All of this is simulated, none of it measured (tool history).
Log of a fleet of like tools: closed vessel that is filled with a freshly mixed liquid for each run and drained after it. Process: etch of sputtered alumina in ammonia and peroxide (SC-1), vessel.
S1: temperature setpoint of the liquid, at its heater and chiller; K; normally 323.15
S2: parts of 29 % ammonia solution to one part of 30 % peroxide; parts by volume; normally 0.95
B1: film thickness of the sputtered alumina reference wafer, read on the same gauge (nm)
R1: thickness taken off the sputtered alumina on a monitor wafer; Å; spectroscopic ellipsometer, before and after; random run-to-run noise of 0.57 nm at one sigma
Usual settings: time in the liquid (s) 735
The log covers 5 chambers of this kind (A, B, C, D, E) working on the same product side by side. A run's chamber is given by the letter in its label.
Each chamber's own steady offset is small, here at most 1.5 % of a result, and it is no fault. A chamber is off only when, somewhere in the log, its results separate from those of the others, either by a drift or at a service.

{"run": "1D", "hour": 8.3, "S1": 323.15, "S2": 0.95, "time in the liquid (s)": 735, "B1": 109.98, "R1": 577.36}
{"run": "2B", "hour": 15.5, "S1": 323.15, "S2": 0.95, "time in the liquid (s)": 735, "B1": 110.0, "R1": 584.29}
{"run": "3C", "hour": 23.1, "S1": 323.15, "S2": 0.95, "time in the liquid (s)": 735, "B1": 109.99, "R1": 597.37}
{"run": "4E", "hour": 29.0, "S1": 323.15, "S2": 0.95, "time in the liquid (s)": 735, "B1": 110.0, "R1": 572.89}
{"run": "5A", "hour": 38.2, "S1": 323.15, "S2": 0.95, "time in the liquid (s)": 735, "B1": 110.0, "R1": 583.58}
{"run": "6D", "hour": 48.2, "S1": 323.15, "S2": 0.95, "time in the liquid (s)": 735, "B1": 109.99, "R1": 568.06}
{"run": "7C", "hour": 59.1, "S1": 323.15, "S2": 0.95, "time in the liquid (s)": 735, "B1": 110.0, "R1": 587.93}
{"hour": 64.5, "done": "chamber B: new drum of ammonia solution connected"}
{"run": "8A", "hour": 65.3, "S1": 323.15, "S2": 0.95, "time in the liquid (s)": 735, "B1": 109.99, "R1": 587.78}
{"run": "9B", "hour": 74.5, "S1": 323.15, "S2": 0.95, "time in the liquid (s)": 735, "B1": 110.0, "R1": 580.4}
{"run": "10E", "hour": 83.9, "S1": 323.15, "S2": 0.95, "time in the liquid (s)": 735, "B1": 110.0, "R1": 576.33}
{"run": "11B", "hour": 97.0, "S1": 319.15, "S2": 0.95, "time in the liquid (s)": 1105, "B1": 109.98, "R1": 715.94}
{"run": "12A", "hour": 109.5, "S1": 319.15, "S2": 0.95, "time in the liquid (s)": 1105, "B1": 109.99, "R1": 701.48}
{"run": "13D", "hour": 117.8, "S1": 319.15, "S2": 0.95, "time in the liquid (s)": 1105, "B1": 110.01, "R1": 688.4}
{"run": "14E", "hour": 124.1, "S1": 319.15, "S2": 0.95, "time in the liquid (s)": 1105, "B1": 109.98, "R1": 698.7}
{"run": "15C", "hour": 132.8, "S1": 319.15, "S2": 0.95, "time in the liquid (s)": 1105, "B1": 110.0, "R1": 701.36}
{"run": "16C", "hour": 143.4, "S1": 323.15, "S2": 0.95, "time in the liquid (s)": 735, "B1": 110.0, "R1": 574.21}
{"run": "17A", "hour": 154.8, "S1": 323.15, "S2": 0.95, "time in the liquid (s)": 735, "B1": 109.98, "R1": 582.84}
{"run": "18E", "hour": 163.5, "S1": 323.15, "S2": 0.95, "time in the liquid (s)": 735, "B1": 109.99, "R1": 581.82}
{"run": "19D", "hour": 175.1, "S1": 323.15, "S2": 0.95, "time in the liquid (s)": 735, "B1": 109.98, "R1": 582.91}
{"run": "20B", "hour": 181.8, "S1": 323.15, "S2": 0.95, "time in the liquid (s)": 735, "B1": 109.99, "R1": 587.52}
{"run": "21B", "hour": 194.1, "S1": 323.15, "S2": 0.75, "time in the liquid (s)": 400, "B1": 110.0, "R1": 311.05}
{"run": "22C", "hour": 206.0, "S1": 323.15, "S2": 0.75, "time in the liquid (s)": 400, "B1": 109.99, "R1": 296.89}
{"run": "23A", "hour": 211.9, "S1": 323.15, "S2": 0.75, "time in the liquid (s)": 400, "B1": 109.99, "R1": 315.12}
{"run": "24D", "hour": 220.6, "S1": 323.15, "S2": 0.75, "time in the liquid (s)": 400, "B1": 110.01, "R1": 308.57}
{"run": "25E", "hour": 229.3, "S1": 323.15, "S2": 0.75, "time in the liquid (s)": 400, "B1": 110.0, "R1": 308.9}
{"run": "26C", "hour": 235.1, "S1": 323.15, "S2": 0.95, "time in the liquid (s)": 735, "B1": 110.03, "R1": 557.21}
{"run": "27E", "hour": 245.7, "S1": 323.15, "S2": 0.95, "time in the liquid (s)": 735, "B1": 110.0, "R1": 587.43}
{"hour": 252.6, "done": "chamber E: new drum of ammonia solution connected"}
{"run": "28A", "hour": 253.6, "S1": 323.15, "S2": 0.95, "time in the liquid (s)": 735, "B1": 110.01, "R1": 587.28}
{"run": "29B", "hour": 259.4, "S1": 323.15, "S2": 0.95, "time in the liquid (s)": 735, "B1": 110.0, "R1": 580.74}
{"run": "30D", "hour": 268.9, "S1": 323.15, "S2": 0.95, "time in the liquid (s)": 735, "B1": 109.99, "R1": 594.93}
{"run": "31E", "hour": 280.8, "S1": 331.65, "S2": 1.2, "time in the liquid (s)": 735, "B1": 110.02, "R1": 948.55}
{"run": "32D", "hour": 291.6, "S1": 331.65, "S2": 1.2, "time in the liquid (s)": 735, "B1": 109.97, "R1": 931.83}
{"run": "33B", "hour": 297.7, "S1": 331.65, "S2": 1.2, "time in the liquid (s)": 735, "B1": 110.03, "R1": 923.88}

Each of the 5 chambers runs these same settings next. Fill in every chamber's results:
{"run": "34A", "hour": 307.2, "S1": 323.15, "S2": 0.95, "time in the liquid (s)": 735, "R1": "?"}
{"run": "34B", "hour": 307.2, "S1": 323.15, "S2": 0.95, "time in the liquid (s)": 735, "R1": "?"}
{"run": "34C", "hour": 307.2, "S1": 323.15, "S2": 0.95, "time in the liquid (s)": 735, "R1": "?"}
{"run": "34D", "hour": 307.2, "S1": 323.15, "S2": 0.95, "time in the liquid (s)": 735, "R1": "?"}
{"run": "34E", "hour": 307.2, "S1": 323.15, "S2": 0.95, "time in the liquid (s)": 735, "R1": "?"}

run=34A R1=577.89
run=34B R1=594.52
run=34C R1=552.79
run=34D R1=581.96
run=34E R1=577.04
